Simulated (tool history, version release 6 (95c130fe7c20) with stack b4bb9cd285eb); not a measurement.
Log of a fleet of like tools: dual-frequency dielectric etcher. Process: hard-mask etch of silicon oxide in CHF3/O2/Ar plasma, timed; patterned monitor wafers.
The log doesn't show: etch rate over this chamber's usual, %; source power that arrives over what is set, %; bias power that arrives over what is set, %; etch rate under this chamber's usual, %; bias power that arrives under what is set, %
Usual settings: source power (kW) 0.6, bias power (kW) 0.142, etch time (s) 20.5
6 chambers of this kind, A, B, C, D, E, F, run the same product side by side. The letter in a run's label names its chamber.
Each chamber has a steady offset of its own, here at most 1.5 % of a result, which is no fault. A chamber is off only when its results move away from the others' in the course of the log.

| run | hour | source power (kW) | bias power (kW) | etch time (s) | hours since the last wet clean | hours since the last source power generator calibration | hours since the last bias power generator calibration | read-back reference wafer on the same gauge, depth_nm | mean etch depth across the wafer (nm) |
|---|---|---|---|---|---|---|---|---|---|
|  | 5.1 | chamber E: wet clean of the chamber |
| 1C | 7.1 | 0.6 | 0.142 | 20.5 | 542.8 | 795.9 | 1711.9 | 36.333 | 37.319 |
| 2F | 16.4 | 0.6 | 0.142 | 20.5 | 65.9 | 1848.6 | 338.7 | 36.325 | 37.119 |
| 3A | 23.7 | 0.6 | 0.142 | 20.5 | 314.3 | 3563.4 | 1033.7 | 36.302 | 37.96 |
| 4D | 32.9 | 0.6 | 0.142 | 20.5 | 77.1 | 831.9 | 1618.5 | 36.272 | 37.27 |
| 5B | 39.2 | 0.6 | 0.142 | 20.5 | 590.9 | 373.7 | 1250.3 | 36.274 | 37.136 |
| 6E | 48.6 | 0.6 | 0.142 | 20.5 | 43.5 | 2471.6 | 600.1 | 36.288 | 37.317 |
| 7E | 57.4 | 0.6 | 0.175 | 26 | 52.3 | 2480.4 | 608.9 | 36.295 | 50.436 |
| 8C | 66.7 | 0.6 | 0.175 | 26 | 602.4 | 855.5 | 1771.5 | 36.283 | 50.41 |
|  | 68.6 | chamber B: wet clean of the chamber |
| 9B | 73.6 | 0.6 | 0.175 | 26 | 5 | 408.1 | 1284.7 | 36.301 | 50.106 |
| 10F | 82.9 | 0.6 | 0.175 | 26 | 132.4 | 1915.1 | 405.2 | 36.261 | 50.76 |
| 11D | 91.5 | 0.6 | 0.175 | 26 | 135.7 | 890.5 | 1677.1 | 36.269 | 51.215 |
| 12A | 98.7 | 0.6 | 0.175 | 26 | 389.3 | 3638.4 | 1108.7 | 36.245 | 50.967 |
| 13E | 104.5 | 0.6 | 0.142 | 20.5 | 99.4 | 2527.5 | 656 | 36.261 | 37.191 |
|  | 112.5 | chamber C: wet clean of the chamber |
| 14C | 114.4 | 0.6 | 0.142 | 20.5 | 1.9 | 903.2 | 1819.2 | 36.289 | 35.715 |
| 15B | 123.6 | 0.6 | 0.142 | 20.5 | 55 | 458.1 | 1334.7 | 36.282 | 36.847 |
| 16F | 129.5 | 0.6 | 0.142 | 20.5 | 179 | 1961.7 | 451.8 | 36.291 | 37.249 |
| 17A | 137.1 | 0.6 | 0.142 | 20.5 | 427.7 | 3676.8 | 1147.1 | 36.356 | 37.564 |
| 18D | 143.8 | 0.6 | 0.142 | 20.5 | 188 | 942.8 | 1729.4 | 36.316 | 37.956 |
| 19A | 149.6 | 0.6 | 0.142 | 22.5 | 440.2 | 3689.3 | 1159.6 | 36.344 | 41.197 |
| 20D | 157.6 | 0.6 | 0.142 | 22.5 | 201.8 | 956.6 | 1743.2 | 36.361 | 41.379 |
| 21C | 168 | 0.6 | 0.142 | 22.5 | 55.5 | 956.8 | 1872.8 | 36.309 | 38.967 |
| 22E | 178.1 | 0.6 | 0.142 | 22.5 | 173 | 2601.1 | 729.6 | 36.314 | 40.578 |
| 23B | 187 | 0.6 | 0.142 | 22.5 | 118.4 | 521.5 | 1398.1 | 36.323 | 40.687 |
| 24F | 198 | 0.6 | 0.142 | 22.5 | 247.5 | 2030.2 | 520.3 | 36.258 | 41.12 |
| 25C | 205.2 | 0.6 | 0.142 | 20.5 | 92.7 | 994 | 1910 | 36.276 | 36.261 |
| 26D | 216.7 | 0.6 | 0.142 | 20.5 | 260.9 | 1015.7 | 1802.3 | 36.326 | 37.25 |
| 27F | 222.8 | 0.46 | 0.142 | 20.5 | 272.3 | 2055 | 545.1 | 36.259 | 33.556 |
| 28A | 235.8 | 0.46 | 0.142 | 20.5 | 526.4 | 3775.5 | 1245.8 | 36.287 | 33.745 |
| 29B | 242.3 | 0.46 | 0.142 | 20.5 | 173.7 | 576.8 | 1453.4 | 36.327 | 33.514 |
| 30E | 253.8 | 0.46 | 0.142 | 20.5 | 248.7 | 2676.8 | 805.3 | 36.31 | 33.398 |
| 31F | 260.2 | 0.46 | 0.142 | 20.5 | 309.7 | 2092.4 | 582.5 | 36.302 | 33.521 |
| 32E | 269.7 | 0.46 | 0.142 | 20.5 | 264.6 | 2692.7 | 821.2 | 36.263 | 33.384 |
| 33D | 278.2 | 0.6 | 0.142 | 20.5 | 322.4 | 1077.2 | 1863.8 | 36.323 | 37.463 |
|  | 280 | chamber A: wet clean of the chamber |
| 34B | 290 | 0.6 | 0.142 | 20.5 | 221.4 | 624.5 | 1501.1 | 36.289 | 36.965 |
| 35A | 299.9 | 0.65 | 0.172 | 20.5 | 19.9 | 3839.6 | 1309.9 | 36.322 | 41.19 |
| 36C | 307.8 | 0.65 | 0.172 | 20.5 | 195.3 | 1096.6 | 2012.6 | 36.277 | 39.166 |

What goes on in this fleet: one chamber off, a drifting gauge, or nothing beyond the chambers' own small offsets? Name the chamber and the cause, if any.

A service left chamber C off against the others.
Cause: etch rate under this chamber's usual, % = 4.6.

Here are 4 candidates for chamber C's next run, each the usual settings with a change, their results left as question marks. Which one brings its results back in line with what the others give on the usual settings?
In line means no further than this from the other chambers' mean on the usual settings: mean etch depth across the wafer (nm) 0.78
| 37C-1 | 317.2 | 0.61 | 0.144 | 22 |  |  |  |  | ? |
| 37C-2 | 317.2 | 0.53 | 0.128 | 20.5 |  |  |  |  | ? |
| 37C-3 | 317.2 | 0.6 | 0.143 | 21.5 |  |  |  |  | ? |
| 37C-4 | 317.2 | 0.6 | 0.123 | 20.5 |  |  |  |  | ? |

The other chambers' mean on the usual settings: mean etch depth across the wafer (nm) 37.253
| run | mean etch depth across the wafer (nm) |
|---|---|
| 37C-1 | 38.811 |
| 37C-2 | 32.996 |
| 37C-3 | 37.603 |
| 37C-4 | 34.219 |
37C-3 brings the chamber back in line.
